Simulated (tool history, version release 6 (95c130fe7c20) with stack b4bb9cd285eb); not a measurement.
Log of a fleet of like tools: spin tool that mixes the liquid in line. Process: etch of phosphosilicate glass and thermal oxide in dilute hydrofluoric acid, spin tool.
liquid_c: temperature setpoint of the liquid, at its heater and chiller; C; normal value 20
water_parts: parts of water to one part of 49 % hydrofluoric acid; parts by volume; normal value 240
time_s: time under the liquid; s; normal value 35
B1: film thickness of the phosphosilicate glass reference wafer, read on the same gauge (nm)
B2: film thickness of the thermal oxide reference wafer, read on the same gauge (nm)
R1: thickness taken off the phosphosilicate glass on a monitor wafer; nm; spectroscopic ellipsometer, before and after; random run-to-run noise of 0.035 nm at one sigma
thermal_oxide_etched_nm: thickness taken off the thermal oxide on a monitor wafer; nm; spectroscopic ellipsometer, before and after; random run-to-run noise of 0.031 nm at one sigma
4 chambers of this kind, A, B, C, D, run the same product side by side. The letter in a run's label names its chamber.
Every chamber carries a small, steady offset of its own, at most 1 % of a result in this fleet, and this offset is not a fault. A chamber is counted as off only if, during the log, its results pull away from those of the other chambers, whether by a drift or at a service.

run 1D hour=2.4 | liquid_c=20 water_parts=240 time_s=35 | B1=130 B2=30.005 | R1=11.514 thermal_oxide_etched_nm=0.45413
run 2C hour=6.8 | liquid_c=20 water_parts=240 time_s=35 | B1=130.01 B2=30 | R1=11.534 thermal_oxide_etched_nm=0.49865
-- hour=9.7 chamber A: thermometer replaced
run 3A hour=10 | liquid_c=20 water_parts=240 time_s=35 | B1=130 B2=30.021 | R1=11.631 thermal_oxide_etched_nm=0.47077
run 4B hour=14.3 | liquid_c=20 water_parts=240 time_s=35 | B1=130 B2=30.013 | R1=11.647 thermal_oxide_etched_nm=0.41023
run 5B hour=17.4 | liquid_c=20 water_parts=240 time_s=35 | B1=130.02 B2=29.987 | R1=11.646 thermal_oxide_etched_nm=0.46015
run 6D hour=22 | liquid_c=20 water_parts=240 time_s=35 | B1=130 B2=30.022 | R1=11.517 thermal_oxide_etched_nm=0.49986
run 7C hour=24.9 | liquid_c=20 water_parts=240 time_s=50 | B1=130.01 B2=29.99 | R1=16.447 thermal_oxide_etched_nm=0.68444
run 8A hour=29.1 | liquid_c=20 water_parts=240 time_s=50 | B1=130 B2=29.994 | R1=16.577 thermal_oxide_etched_nm=0.73146
run 9D hour=31.4 | liquid_c=20 water_parts=240 time_s=50 | B1=129.99 B2=30.008 | R1=16.47 thermal_oxide_etched_nm=0.70955
run 10B hour=35 | liquid_c=20 water_parts=240 time_s=50 | B1=129.98 B2=29.992 | R1=16.636 thermal_oxide_etched_nm=0.59532
run 11C hour=39.7 | liquid_c=20 water_parts=205 time_s=35 | B1=130 B2=29.988 | R1=14.006 thermal_oxide_etched_nm=0.54081
run 12A hour=44.1 | liquid_c=20 water_parts=205 time_s=35 | B1=129.97 B2=30.014 | R1=14.048 thermal_oxide_etched_nm=0.63671
run 13A hour=46.4 | liquid_c=20 water_parts=205 time_s=35 | B1=130 B2=29.989 | R1=14.06 thermal_oxide_etched_nm=0.56149
run 14C hour=49.8 | liquid_c=20 water_parts=205 time_s=35 | B1=129.99 B2=30.007 | R1=14.001 thermal_oxide_etched_nm=0.6146
run 15B hour=53.3 | liquid_c=20 water_parts=240 time_s=35 | B1=129.98 B2=29.999 | R1=11.586 thermal_oxide_etched_nm=0.50056
run 16D hour=55.6 | liquid_c=20 water_parts=240 time_s=35 | B1=130 B2=30.006 | R1=11.482 thermal_oxide_etched_nm=0.44644
run 17D hour=58.1 | liquid_c=20 water_parts=240 time_s=35 | B1=130 B2=29.995 | R1=11.604 thermal_oxide_etched_nm=0.5175
run 18B hour=62.5 | liquid_c=20 water_parts=240 time_s=35 | B1=130.01 B2=30.01 | R1=11.612 thermal_oxide_etched_nm=0.44138
run 19A hour=65.1 | liquid_c=20 water_parts=240 time_s=35 | B1=129.98 B2=29.987 | R1=11.643 thermal_oxide_etched_nm=0.48067
run 20C hour=69.2 | liquid_c=20 water_parts=240 time_s=35 | B1=130 B2=30.021 | R1=11.513 thermal_oxide_etched_nm=0.52487
run 21B hour=71.9 | liquid_c=20 water_parts=240 time_s=35 | B1=129.99 B2=30.002 | R1=11.57 thermal_oxide_etched_nm=0.5317
run 22C hour=74.9 | liquid_c=20 water_parts=240 time_s=35 | B1=130.01 B2=29.988 | R1=11.479 thermal_oxide_etched_nm=0.46358
run 23A hour=78.7 | liquid_c=20 water_parts=240 time_s=35 | B1=130 B2=29.993 | R1=11.549 thermal_oxide_etched_nm=0.48714
run 24D hour=83.4 | liquid_c=20 water_parts=240 time_s=35 | B1=130.02 B2=30.007 | R1=11.523 thermal_oxide_etched_nm=0.45604
run 25C hour=86.8 | liquid_c=20 water_parts=240 time_s=35 | B1=130.01 B2=29.974 | R1=11.512 thermal_oxide_etched_nm=0.50877
run 26B hour=89.8 | liquid_c=20 water_parts=240 time_s=35 | B1=130.01 B2=30.018 | R1=11.517 thermal_oxide_etched_nm=0.41186
run 27D hour=93.6 | liquid_c=20 water_parts=240 time_s=35 | B1=130 B2=29.984 | R1=11.551 thermal_oxide_etched_nm=0.55143
run 28A hour=97.1 | liquid_c=20 water_parts=240 time_s=35 | B1=129.99 B2=30.019 | R1=11.603 thermal_oxide_etched_nm=0.48194
run 29A hour=101 | liquid_c=20 water_parts=240 time_s=35 | B1=129.99 B2=30.014 | R1=11.587 thermal_oxide_etched_nm=0.46016
run 30C hour=104.7 | liquid_c=20 water_parts=240 time_s=35 | B1=130 B2=29.977 | R1=11.545 thermal_oxide_etched_nm=0.44894
run 31D hour=107.9 | liquid_c=20 water_parts=240 time_s=35 | B1=130 B2=29.971 | R1=11.5 thermal_oxide_etched_nm=0.43222
run 32B hour=110.4 | liquid_c=20 water_parts=240 time_s=35 | B1=130 B2=30.007 | R1=11.528 thermal_oxide_etched_nm=0.51254
run 33B hour=113.4 | liquid_c=20 water_parts=240 time_s=35 | B1=129.98 B2=30.007 | R1=11.607 thermal_oxide_etched_nm=0.39274
run 34A hour=117.3 | liquid_c=20 water_parts=240 time_s=35 | B1=130 B2=29.977 | R1=11.557 thermal_oxide_etched_nm=0.4073
run 35D hour=120.5 | liquid_c=20 water_parts=240 time_s=35 | B1=129.99 B2=30 | R1=11.48 thermal_oxide_etched_nm=0.48485
run 36C hour=123.4 | liquid_c=20 water_parts=240 time_s=35 | B1=130.03 B2=29.989 | R1=11.468 thermal_oxide_etched_nm=0.46689
run 37C hour=127.3 | liquid_c=20 water_parts=240 time_s=35 | B1=130.01 B2=29.996 | R1=11.502 thermal_oxide_etched_nm=0.5129
run 38A hour=130.3 | liquid_c=20 water_parts=240 time_s=35 | B1=130.01 B2=30.017 | R1=11.676 thermal_oxide_etched_nm=0.46838
run 39B hour=133.7 | liquid_c=20 water_parts=240 time_s=35 | B1=130.01 B2=29.996 | R1=11.596 thermal_oxide_etched_nm=0.47491
run 40D hour=136.9 | liquid_c=20 water_parts=240 time_s=35 | B1=130.02 B2=30.017 | R1=11.528 thermal_oxide_etched_nm=0.48125
run 41B hour=139.6 | liquid_c=20 water_parts=240 time_s=35 | B1=130 B2=30.017 | R1=11.611 thermal_oxide_etched_nm=0.4834

One chamber off, gauge drift, or nothing amiss beyond the chambers' own small offsets? If it is a chamber, which one, and what is the likeliest cause?

Beyond each chamber's small constant offset nothing stands out, and the gauge stays steady.
